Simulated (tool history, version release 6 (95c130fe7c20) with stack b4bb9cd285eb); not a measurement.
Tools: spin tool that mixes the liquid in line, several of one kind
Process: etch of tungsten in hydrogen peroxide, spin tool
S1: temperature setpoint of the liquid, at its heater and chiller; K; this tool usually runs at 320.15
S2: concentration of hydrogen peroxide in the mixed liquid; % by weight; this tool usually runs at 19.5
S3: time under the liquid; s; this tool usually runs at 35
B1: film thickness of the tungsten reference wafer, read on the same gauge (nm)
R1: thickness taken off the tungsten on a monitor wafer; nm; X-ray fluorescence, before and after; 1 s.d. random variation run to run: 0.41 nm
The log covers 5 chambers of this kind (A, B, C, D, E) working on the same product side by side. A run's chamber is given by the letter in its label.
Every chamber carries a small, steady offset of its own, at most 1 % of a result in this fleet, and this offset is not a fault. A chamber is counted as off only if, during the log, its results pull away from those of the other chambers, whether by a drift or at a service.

run,hour,S1,S2,S3,B1,R1
1B,11.9,320.15,19.5,35,69.984,50.522
2D,23,320.15,19.5,35,70.006,50.433
3C,35.3,320.15,19.5,35,69.976,49.477
4E,48.2,320.15,19.5,35,69.989,51.018
5A,60,328.65,19.5,25,70,59.489
6A,66.8,328.65,19.5,25,69.98,59.081
7C,79.5,328.65,19.5,25,69.986,59.702
8D,91.8,328.65,19.5,25,69.957,60.728
9E,102,328.65,19.5,25,70.019,60.901
# hour 106.6: chamber C: new drum of peroxide connected
10B,110.2,320.15,19.5,35,69.985,49.225
11B,122.9,320.15,19.5,35,70.009,50.355
# hour 130.4: chamber B: thermometer replaced
12C,134.1,320.15,19.5,35,70.004,49.801
13E,140.2,320.15,19.5,35,70.015,51.099
14A,147.6,320.15,19.5,35,69.993,49.941
15D,155.1,320.15,19.5,35,69.985,50.717
16E,165.6,310.65,14,35,69.955,23.442
17C,173.8,310.65,14,35,69.989,22.917
# hour 182.8: chamber E: peroxide flow meter replaced
18A,184.4,310.65,14,35,69.982,23.346
# hour 184.6: chamber E: new drum of peroxide connected
19D,195.3,310.65,14,35,69.986,23.491
# hour 197.7: chamber B: new drum of peroxide connected
20B,205.7,310.65,14,35,70.01,23.374
21A,218.6,311.15,19.5,35,70.007,28.11
22C,231.2,311.15,19.5,35,70.008,27.729
23B,242.3,311.15,19.5,35,69.994,28.354
24E,254.8,311.15,19.5,35,70.02,28.379
25D,263.1,311.15,19.5,35,70.009,28.701
26A,270.7,320.15,19.5,35,70.029,50.084
27E,278.9,320.15,19.5,35,69.973,50.82
# hour 283.7: chamber A: heated supply line repaired
28B,285.4,312.65,23,35,70.008,34.474
29D,294.7,312.65,23,35,70.024,34.524
30C,304.7,312.65,23,35,70.001,32.668
# hour 310.2: chamber D: peroxide flow meter replaced
31B,312.3,312.65,23,35,70.028,33.624
32C,319,312.65,23,35,69.999,32.3
33A,326.2,320.15,19.5,35,69.981,49.908
# hour 329.3: chamber C: peroxide flow meter replaced
34E,338.9,320.15,19.5,35,69.992,50.836
35D,345.4,320.15,19.5,35,69.988,51.087
36B,356.5,320.15,19.5,35,70.019,50.332
37C,365.9,320.15,19.5,35,70.023,47.559
38D,375.4,320.15,19.5,35,70.013,50.852
39E,384.3,320.15,19.5,35,70.008,51.031
40A,397,320.15,19.5,35,70.024,50.3
41B,405.6,320.15,19.5,35,69.984,51.084
42D,414.9,320.15,19.5,35,69.944,50.877
43E,422.3,320.15,23.5,45,69.961,72.684
44C,428.7,320.15,23.5,45,69.973,66.529

Decide between three cases: one chamber stands off from its peers, the gauge reading all wafers drifts, or nothing is wrong past each chamber's small offset. Where a chamber is off, say which and what most likely put it there.

Chamber C drifts away from the others.
Most likely cause: temperature lost on the way to the wafer (K) = 1.1.
From this log alone, it may not be told apart from: liquid colder than its thermometer reads (K).

Which of the 4 candidates below, each the usual settings with something changed and its results left as question marks, puts chamber C back in line with what the other chambers give on the usual settings?
Allowed miss from the other chambers' usual-settings mean, per result, to count as in line: R1 1.4 nm
45C-1,438.4,320.15,14.5,35,,?
45C-2,438.4,320.15,16.5,35,,?
45C-3,438.4,320.15,20,40,,?
45C-4,438.4,320.15,22.5,35,,?

What the other chambers average on the usual settings: R1 50.534 nm
run,R1
45C-1,40.529
45C-2,43.181
45C-3,54.247
45C-4,50.305
It is 45C-4 that realigns the chamber with its peers.
